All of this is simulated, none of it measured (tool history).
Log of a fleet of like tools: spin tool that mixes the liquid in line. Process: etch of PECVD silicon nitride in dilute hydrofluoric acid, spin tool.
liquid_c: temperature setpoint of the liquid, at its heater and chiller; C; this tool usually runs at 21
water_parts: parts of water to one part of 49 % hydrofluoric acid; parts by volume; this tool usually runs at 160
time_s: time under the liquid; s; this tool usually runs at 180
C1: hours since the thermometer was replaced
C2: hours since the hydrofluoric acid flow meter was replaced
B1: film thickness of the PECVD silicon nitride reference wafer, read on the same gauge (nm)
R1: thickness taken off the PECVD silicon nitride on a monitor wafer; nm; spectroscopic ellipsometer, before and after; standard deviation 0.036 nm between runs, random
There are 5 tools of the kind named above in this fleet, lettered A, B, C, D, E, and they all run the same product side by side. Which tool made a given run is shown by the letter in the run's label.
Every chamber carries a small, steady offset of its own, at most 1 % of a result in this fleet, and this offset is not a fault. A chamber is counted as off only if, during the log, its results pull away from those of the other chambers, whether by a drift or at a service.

{"run": "1A", "hour": 7.1, "liquid_c": 21, "water_parts": 160, "time_s": 180, "C1": 2059.8, "C2": 1046.7, "B1": 50.017, "R1": 1.6704}
{"run": "2E", "hour": 14.5, "liquid_c": 21, "water_parts": 160, "time_s": 180, "C1": 605.6, "C2": 204.5, "B1": 49.983, "R1": 1.643}
{"run": "3C", "hour": 20.8, "liquid_c": 21, "water_parts": 160, "time_s": 180, "C1": 1086.9, "C2": 343.4, "B1": 49.987, "R1": 1.5421}
{"run": "4D", "hour": 34.0, "liquid_c": 21, "water_parts": 160, "time_s": 180, "C1": 1317.7, "C2": 1051.4, "B1": 49.992, "R1": 1.5497}
{"run": "5B", "hour": 41.3, "liquid_c": 21, "water_parts": 160, "time_s": 180, "C1": 925.9, "C2": 648.4, "B1": 50.015, "R1": 1.6265}
{"run": "6D", "hour": 47.8, "liquid_c": 21, "water_parts": 160, "time_s": 180, "C1": 1331.5, "C2": 1065.2, "B1": 49.989, "R1": 1.5614}
{"run": "7C", "hour": 57.4, "liquid_c": 21, "water_parts": 160, "time_s": 180, "C1": 1123.5, "C2": 380.0, "B1": 50.015, "R1": 1.6187}
{"run": "8B", "hour": 67.5, "liquid_c": 26, "water_parts": 160, "time_s": 180, "C1": 952.1, "C2": 674.6, "B1": 49.968, "R1": 2.212}
{"run": "9E", "hour": 74.3, "liquid_c": 26, "water_parts": 160, "time_s": 180, "C1": 665.4, "C2": 264.3, "B1": 49.986, "R1": 2.293}
{"run": "10A", "hour": 83.7, "liquid_c": 26, "water_parts": 160, "time_s": 180, "C1": 2136.4, "C2": 1123.3, "B1": 50.01, "R1": 2.1359}
{"run": "11D", "hour": 91.3, "liquid_c": 26, "water_parts": 160, "time_s": 180, "C1": 1375.0, "C2": 1108.7, "B1": 50.012, "R1": 2.1473}
{"run": "12A", "hour": 101.4, "liquid_c": 26, "water_parts": 160, "time_s": 180, "C1": 2154.1, "C2": 1141.0, "B1": 50.014, "R1": 2.234}
{"run": "13E", "hour": 109.4, "liquid_c": 21, "water_parts": 160, "time_s": 180, "C1": 700.5, "C2": 299.4, "B1": 50.003, "R1": 1.6348}
{"run": "14B", "hour": 116.2, "liquid_c": 21, "water_parts": 160, "time_s": 180, "C1": 1000.8, "C2": 723.3, "B1": 50.001, "R1": 1.659}
{"run": "15C", "hour": 127.8, "liquid_c": 21, "water_parts": 160, "time_s": 180, "C1": 1193.9, "C2": 450.4, "B1": 50.005, "R1": 1.5862}
{"run": "16E", "hour": 136.7, "liquid_c": 21, "water_parts": 160, "time_s": 180, "C1": 727.8, "C2": 326.7, "B1": 49.99, "R1": 1.6462}
{"hour": 140.6, "done": "chamber B: hydrofluoric acid flow meter replaced"}
{"run": "17A", "hour": 150.1, "liquid_c": 21, "water_parts": 160, "time_s": 180, "C1": 2202.8, "C2": 1189.7, "B1": 49.975, "R1": 1.6038}
{"run": "18C", "hour": 163.6, "liquid_c": 21, "water_parts": 160, "time_s": 180, "C1": 1229.7, "C2": 486.2, "B1": 50.002, "R1": 1.5665}
{"run": "19D", "hour": 175.1, "liquid_c": 21, "water_parts": 160, "time_s": 180, "C1": 1458.8, "C2": 1192.5, "B1": 50.013, "R1": 1.5309}
{"run": "20B", "hour": 182.6, "liquid_c": 21, "water_parts": 160, "time_s": 240, "C1": 1067.2, "C2": 42.0, "B1": 50.007, "R1": 2.1706}
{"hour": 183.3, "done": "chamber A: thermometer replaced"}
{"run": "21D", "hour": 194.6, "liquid_c": 21, "water_parts": 160, "time_s": 240, "C1": 1478.3, "C2": 1212.0, "B1": 50.011, "R1": 2.1176}
{"run": "22A", "hour": 204.3, "liquid_c": 21, "water_parts": 160, "time_s": 240, "C1": 21.1, "C2": 1243.9, "B1": 49.985, "R1": 2.1705}
{"run": "23C", "hour": 217.4, "liquid_c": 21, "water_parts": 160, "time_s": 240, "C1": 1283.5, "C2": 540.0, "B1": 49.985, "R1": 2.1876}
{"run": "24B", "hour": 230.7, "liquid_c": 21, "water_parts": 160, "time_s": 240, "C1": 1115.3, "C2": 90.1, "B1": 50.019, "R1": 2.1491}
{"run": "25E", "hour": 237.7, "liquid_c": 21, "water_parts": 160, "time_s": 180, "C1": 828.8, "C2": 427.7, "B1": 49.992, "R1": 1.6444}
{"run": "26A", "hour": 246.2, "liquid_c": 21, "water_parts": 160, "time_s": 180, "C1": 63.0, "C2": 1285.8, "B1": 50.011, "R1": 1.6673}
{"run": "27D", "hour": 258.7, "liquid_c": 21, "water_parts": 160, "time_s": 180, "C1": 1542.4, "C2": 1276.1, "B1": 50.011, "R1": 1.5732}
{"run": "28B", "hour": 269.6, "liquid_c": 21, "water_parts": 160, "time_s": 180, "C1": 1154.2, "C2": 129.0, "B1": 49.997, "R1": 1.6146}
{"run": "29C", "hour": 277.0, "liquid_c": 21, "water_parts": 160, "time_s": 180, "C1": 1343.1, "C2": 599.6, "B1": 50.028, "R1": 1.48}
{"run": "30E", "hour": 285.2, "liquid_c": 21, "water_parts": 160, "time_s": 180, "C1": 876.3, "C2": 475.2, "B1": 50.004, "R1": 1.5623}
{"run": "31B", "hour": 292.2, "liquid_c": 21, "water_parts": 160, "time_s": 180, "C1": 1176.8, "C2": 151.6, "B1": 50.009, "R1": 1.5616}
{"run": "32A", "hour": 299.5, "liquid_c": 21, "water_parts": 160, "time_s": 180, "C1": 116.3, "C2": 1339.1, "B1": 49.984, "R1": 1.5577}
{"run": "33D", "hour": 306.2, "liquid_c": 21, "water_parts": 160, "time_s": 180, "C1": 1589.9, "C2": 1323.6, "B1": 50.003, "R1": 1.5719}
{"run": "34C", "hour": 312.7, "liquid_c": 21, "water_parts": 160, "time_s": 180, "C1": 1378.8, "C2": 635.3, "B1": 49.99, "R1": 1.4662}
{"run": "35E", "hour": 325.5, "liquid_c": 21, "water_parts": 160, "time_s": 180, "C1": 916.6, "C2": 515.5, "B1": 50.0, "R1": 1.6268}
{"run": "36C", "hour": 332.3, "liquid_c": 21, "water_parts": 160, "time_s": 180, "C1": 1398.4, "C2": 654.9, "B1": 49.996, "R1": 1.4543}
{"run": "37B", "hour": 343.0, "liquid_c": 21, "water_parts": 160, "time_s": 180, "C1": 1227.6, "C2": 202.4, "B1": 49.993, "R1": 1.582}
{"run": "38D", "hour": 354.6, "liquid_c": 21, "water_parts": 160, "time_s": 180, "C1": 1638.3, "C2": 1372.0, "B1": 50.02, "R1": 1.5856}
{"hour": 357.0, "done": "chamber C: hydrofluoric acid flow meter replaced"}
{"run": "39A", "hour": 361.3, "liquid_c": 21, "water_parts": 160, "time_s": 180, "C1": 178.1, "C2": 1400.9, "B1": 50.005, "R1": 1.6577}
{"run": "40E", "hour": 374.8, "liquid_c": 21, "water_parts": 160, "time_s": 180, "C1": 965.9, "C2": 564.8, "B1": 50.013, "R1": 1.5852}
{"run": "41C", "hour": 386.6, "liquid_c": 18, "water_parts": 105, "time_s": 180, "C1": 1452.7, "C2": 29.6, "B1": 50.012, "R1": 1.679}

Next, all 5 chambers run the settings below, one line each with question marks for the results. What does each chamber give?
{"run": "42A", "hour": 396.4, "liquid_c": 21, "water_parts": 160, "time_s": 240, "R1": "?"}
{"run": "42B", "hour": 396.4, "liquid_c": 21, "water_parts": 160, "time_s": 240, "R1": "?"}
{"run": "42C", "hour": 396.4, "liquid_c": 21, "water_parts": 160, "time_s": 240, "R1": "?"}
{"run": "42D", "hour": 396.4, "liquid_c": 21, "water_parts": 160, "time_s": 240, "R1": "?"}
{"run": "42E", "hour": 396.4, "liquid_c": 21, "water_parts": 160, "time_s": 240, "R1": "?"}

run=42A R1=2.1991
run=42B R1=2.1216
run=42C R1=1.8272
run=42D R1=2.0276
run=42E R1=2.1889

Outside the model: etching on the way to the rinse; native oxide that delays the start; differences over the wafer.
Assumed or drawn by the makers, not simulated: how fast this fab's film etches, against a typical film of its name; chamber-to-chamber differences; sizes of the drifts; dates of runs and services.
